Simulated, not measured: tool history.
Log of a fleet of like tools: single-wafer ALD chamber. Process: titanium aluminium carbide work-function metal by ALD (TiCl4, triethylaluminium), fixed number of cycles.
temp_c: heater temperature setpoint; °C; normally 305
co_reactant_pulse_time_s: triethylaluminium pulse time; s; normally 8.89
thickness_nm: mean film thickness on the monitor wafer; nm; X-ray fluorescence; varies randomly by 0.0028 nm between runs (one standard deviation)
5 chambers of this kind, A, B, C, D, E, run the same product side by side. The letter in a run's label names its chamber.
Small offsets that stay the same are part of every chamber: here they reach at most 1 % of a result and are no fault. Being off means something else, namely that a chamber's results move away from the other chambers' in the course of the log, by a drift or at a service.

run   hour  temp_c  co_reactant_pulse_time_s  hours since the last thermocouple change  hours since the last triethylaluminium bottle change  read-back reference wafer on the same gauge, thickness_nm  thickness_nm
 1D    8.8     305                      8.89                                    1045.8                                                 847.4                                                     1.9594        2.0111
 2B   19.1     305                      8.89                                    1771.3                                                 204.7                                                     1.9588        2.0201
 3A   29.7     305                      8.89                                        56                                                1039.8                                                      1.959        2.0004
 4C   39.4     305                      8.89                                    1382.8                                                  80.2                                                      1.958        2.0095
 5E   45.3     305                      8.89                                      1579                                                1601.8                                                     1.9579        2.0073
 6A     51     305                      8.89                                      77.3                                                1061.1                                                     1.9579        2.0004
 7B   58.4     305                      8.89                                    1810.6                                                   244                                                     1.9583        2.0209
 8D   66.1     310                     10.48                                    1103.1                                                 904.7                                                     1.9577        2.0932
 9E   78.3     310                     10.48                                      1612                                                1634.8                                                     1.9564        2.1011
10C   88.3     310                     10.48                                    1431.7                                                 129.1                                                     1.9567        2.0898
      99.8  -- chamber E: triethylaluminium bottle replaced
11B    100     310                     10.48                                    1852.2                                                 285.6                                                     1.9564        2.1009
12C    110     310                     10.48                                    1453.4                                                 150.8                                                     1.9564        2.0972
13A    122     305                      8.89                                     148.3                                                1132.1                                                     1.9559        1.9977
14E  129.1     305                      8.89                                    1662.8                                                  29.3                                                      1.956        2.0061
15D  135.2     305                     10.57                                    1172.2                                                 973.8                                                     1.9547        2.0445
16B  144.9     305                     10.57                                    1897.1                                                 330.5                                                     1.9552        2.0597
17D  156.5     305                     10.57                                    1193.5                                                 995.1                                                     1.9545        2.0495
18C  169.1     305                     10.57                                    1512.5                                                 209.9                                                     1.9536        2.0456
     172.6  -- chamber A: triethylaluminium bottle replaced
19E  181.2     305                     10.57                                    1714.9                                                  81.4                                                     1.9537        2.0507
20A  191.5     315                      8.89                                     217.8                                                    19                                                      1.953        2.0782
21C  202.4     315                      8.89                                    1545.8                                                 243.2                                                     1.9521        2.0889
22D  214.2     315                      8.89                                    1251.2                                                1052.8                                                     1.9517        2.0961
23B  226.7     315                      8.89                                    1978.9                                                 412.3                                                      1.952        2.1041
24E  236.6     315                      8.89                                    1770.3                                                 136.8                                                     1.9522        2.0912
25A    245     305                      8.89                                     271.3                                                  72.5                                                     1.9505        1.9854
26D  254.3     305                      8.89                                    1291.3                                                1092.9                                                     1.9507        2.0062
27B  260.3     305                      8.89                                    2012.5                                                 445.9                                                      1.951         2.008
28C  269.6     305                      8.89                                      1613                                                 310.4                                                     1.9502         1.998
29E  277.6     305                      8.89                                    1811.3                                                 177.8                                                       1.95        2.0048
30A  283.3     305                      8.89                                     309.6                                                 110.8                                                     1.9494         1.991
31A  291.7     305                      8.89                                       318                                                 119.2                                                      1.949        1.9893
32C  302.7     305                      8.89                                    1646.1                                                 343.5                                                     1.9487        2.0001

Decide between three cases: one chamber stands off from its peers, the gauge reading all wafers drifts, or nothing is wrong past each chamber's small offset. Where a chamber is off, say which and what most likely put it there.

Gauge drift. The chambers move together only on paper, and none stands off.
Likeliest cause: gauge reads low (%) = 0.577.
